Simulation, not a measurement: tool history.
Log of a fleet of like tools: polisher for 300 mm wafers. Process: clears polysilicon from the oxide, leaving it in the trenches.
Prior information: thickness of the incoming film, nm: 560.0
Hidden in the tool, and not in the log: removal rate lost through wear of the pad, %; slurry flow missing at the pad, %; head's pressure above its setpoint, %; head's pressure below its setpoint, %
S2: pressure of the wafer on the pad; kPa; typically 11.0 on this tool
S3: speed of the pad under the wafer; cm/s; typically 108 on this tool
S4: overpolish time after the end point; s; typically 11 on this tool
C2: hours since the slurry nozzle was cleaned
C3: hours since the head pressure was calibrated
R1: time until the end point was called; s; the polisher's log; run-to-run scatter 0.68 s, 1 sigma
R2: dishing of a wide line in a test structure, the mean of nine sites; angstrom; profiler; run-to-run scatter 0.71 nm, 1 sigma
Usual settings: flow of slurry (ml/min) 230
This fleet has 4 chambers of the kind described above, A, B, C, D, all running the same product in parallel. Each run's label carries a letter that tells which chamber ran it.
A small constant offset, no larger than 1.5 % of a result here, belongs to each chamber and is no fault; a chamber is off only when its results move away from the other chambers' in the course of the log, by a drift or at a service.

run 1A hour=7.1 | flow_of_slurry_(ml/min)=230 S2=11.0 S3=108 S4=11 | wafers_polished_on_this_pad=168 C2=40.9 C3=346.4 | R1=76.923 R2=491.52
-- hour=18.2 chamber B: worn pad replaced by a new one
run 2B hour=21.5 | flow_of_slurry_(ml/min)=230 S2=11.0 S3=108 S4=11 | wafers_polished_on_this_pad=40 C2=25.2 C3=244.1 | R1=76.716 R2=497.46
run 3C hour=32.4 | flow_of_slurry_(ml/min)=230 S2=11.0 S3=108 S4=11 | wafers_polished_on_this_pad=547 C2=37.4 C3=409.5 | R1=77.879 R2=517.95
-- hour=34.2 chamber D: worn pad replaced by a new one
run 4D hour=43.8 | flow_of_slurry_(ml/min)=230 S2=11.0 S3=108 S4=11 | wafers_polished_on_this_pad=116 C2=86.1 C3=439.2 | R1=75.362 R2=494.29
run 5C hour=53.7 | flow_of_slurry_(ml/min)=230 S2=11.0 S3=108 S4=11 | wafers_polished_on_this_pad=804 C2=58.7 C3=430.8 | R1=76.970 R2=498.56
-- hour=54.3 chamber C: worn pad replaced by a new one
run 6D hour=63.0 | flow_of_slurry_(ml/min)=230 S2=11.0 S3=128 S4=11 | wafers_polished_on_this_pad=347 C2=105.3 C3=458.4 | R1=65.880 R2=554.79
run 7B hour=70.7 | flow_of_slurry_(ml/min)=230 S2=11.0 S3=128 S4=11 | wafers_polished_on_this_pad=632 C2=74.4 C3=293.3 | R1=65.881 R2=554.37
-- hour=76.1 chamber A: worn pad replaced by a new one
run 8A hour=85.9 | flow_of_slurry_(ml/min)=230 S2=11.0 S3=128 S4=11 | wafers_polished_on_this_pad=119 C2=119.7 C3=425.2 | R1=64.459 R2=555.12
-- hour=95.0 chamber D: worn pad replaced by a new one
run 9D hour=95.2 | flow_of_slurry_(ml/min)=230 S2=11.0 S3=128 S4=11 | wafers_polished_on_this_pad=3 C2=137.5 C3=490.6 | R1=65.016 R2=541.03
run 10C hour=107.1 | flow_of_slurry_(ml/min)=230 S2=9.0 S3=108 S4=11 | wafers_polished_on_this_pad=636 C2=112.1 C3=484.2 | R1=95.728 R2=434.57
run 11A hour=120.9 | flow_of_slurry_(ml/min)=230 S2=9.0 S3=108 S4=11 | wafers_polished_on_this_pad=540 C2=154.7 C3=460.2 | R1=94.352 R2=439.11
-- hour=126.7 chamber C: worn pad replaced by a new one
run 12B hour=129.7 | flow_of_slurry_(ml/min)=230 S2=9.0 S3=108 S4=11 | wafers_polished_on_this_pad=1343 C2=133.4 C3=352.3 | R1=96.371 R2=439.48
-- hour=136.8 chamber B: worn pad replaced by a new one
-- hour=140.8 chamber C: head pressure recalibrated
run 13A hour=141.4 | flow_of_slurry_(ml/min)=230 S2=9.0 S3=108 S4=11 | wafers_polished_on_this_pad=787 C2=175.2 C3=480.7 | R1=96.413 R2=433.09
-- hour=152.6 chamber A: worn pad replaced by a new one
-- hour=155.4 chamber D: worn pad replaced by a new one
run 14C hour=155.5 | flow_of_slurry_(ml/min)=280 S2=9.7 S3=108 S4=11 | wafers_polished_on_this_pad=347 C2=160.5 C3=14.8 | R1=87.635 R2=465.64
run 15B hour=166.8 | flow_of_slurry_(ml/min)=280 S2=9.7 S3=108 S4=11 | wafers_polished_on_this_pad=361 C2=170.5 C3=389.4 | R1=85.605 R2=464.31
run 16D hour=180.8 | flow_of_slurry_(ml/min)=280 S2=9.7 S3=108 S4=11 | wafers_polished_on_this_pad=306 C2=223.1 C3=576.2 | R1=85.995 R2=450.78
run 17C hour=192.8 | flow_of_slurry_(ml/min)=280 S2=9.7 S3=108 S4=11 | wafers_polished_on_this_pad=796 C2=197.8 C3=52.1 | R1=87.194 R2=462.94
run 18D hour=202.3 | flow_of_slurry_(ml/min)=230 S2=11.0 S3=108 S4=6 | wafers_polished_on_this_pad=565 C2=244.6 C3=597.7 | R1=76.424 R2=336.05
-- hour=204.3 chamber C: worn pad replaced by a new one
run 19A hour=211.7 | flow_of_slurry_(ml/min)=230 S2=11.0 S3=108 S4=6 | wafers_polished_on_this_pad=712 C2=245.5 C3=551.0 | R1=76.828 R2=328.95
-- hour=218.2 chamber D: worn pad replaced by a new one
run 20B hour=222.2 | flow_of_slurry_(ml/min)=230 S2=11.0 S3=108 S4=6 | wafers_polished_on_this_pad=1029 C2=225.9 C3=444.8 | R1=77.342 R2=336.66
run 21D hour=233.7 | flow_of_slurry_(ml/min)=230 S2=11.0 S3=108 S4=6 | wafers_polished_on_this_pad=186 C2=276.0 C3=629.1 | R1=76.254 R2=331.04
-- hour=235.1 chamber B: worn pad replaced by a new one
run 22A hour=240.7 | flow_of_slurry_(ml/min)=230 S2=11.0 S3=108 S4=11 | wafers_polished_on_this_pad=1061 C2=274.5 C3=580.0 | R1=76.223 R2=483.43
-- hour=240.9 chamber A: worn pad replaced by a new one
-- hour=241.8 chamber B: head pressure recalibrated
run 23C hour=254.7 | flow_of_slurry_(ml/min)=230 S2=11.0 S3=108 S4=11 | wafers_polished_on_this_pad=608 C2=259.7 C3=114.0 | R1=77.955 R2=499.65
run 24B hour=268.5 | flow_of_slurry_(ml/min)=230 S2=11.0 S3=108 S4=11 | wafers_polished_on_this_pad=402 C2=272.2 C3=26.7 | R1=75.731 R2=510.48
run 25B hour=284.3 | flow_of_slurry_(ml/min)=230 S2=11.0 S3=108 S4=11 | wafers_polished_on_this_pad=593 C2=288.0 C3=42.5 | R1=76.417 R2=496.36
-- hour=290.8 chamber D: worn pad replaced by a new one
-- hour=293.1 chamber C: worn pad replaced by a new one
run 26C hour=296.1 | flow_of_slurry_(ml/min)=230 S2=11.0 S3=108 S4=11 | wafers_polished_on_this_pad=36 C2=301.1 C3=155.4 | R1=77.592 R2=504.97
run 27D hour=309.0 | flow_of_slurry_(ml/min)=175 S2=11.0 S3=108 S4=11 | wafers_polished_on_this_pad=219 C2=351.3 C3=704.4 | R1=79.641 R2=485.39
-- hour=319.5 chamber A: slurry nozzle cleaned
run 28A hour=324.8 | flow_of_slurry_(ml/min)=175 S2=11.0 S3=108 S4=11 | wafers_polished_on_this_pad=1010 C2=5.4 C3=664.1 | R1=78.568 R2=483.20
run 29B hour=337.0 | flow_of_slurry_(ml/min)=175 S2=11.0 S3=108 S4=11 | wafers_polished_on_this_pad=1227 C2=340.7 C3=95.2 | R1=80.426 R2=488.23

Does one chamber stand apart from the rest, does the shared gauge drift, or is all well apart from small per-chamber offsets? Give the chamber and the most likely cause, where there is one.

No chamber stands off beyond its own small offset, and the gauge holds steady.
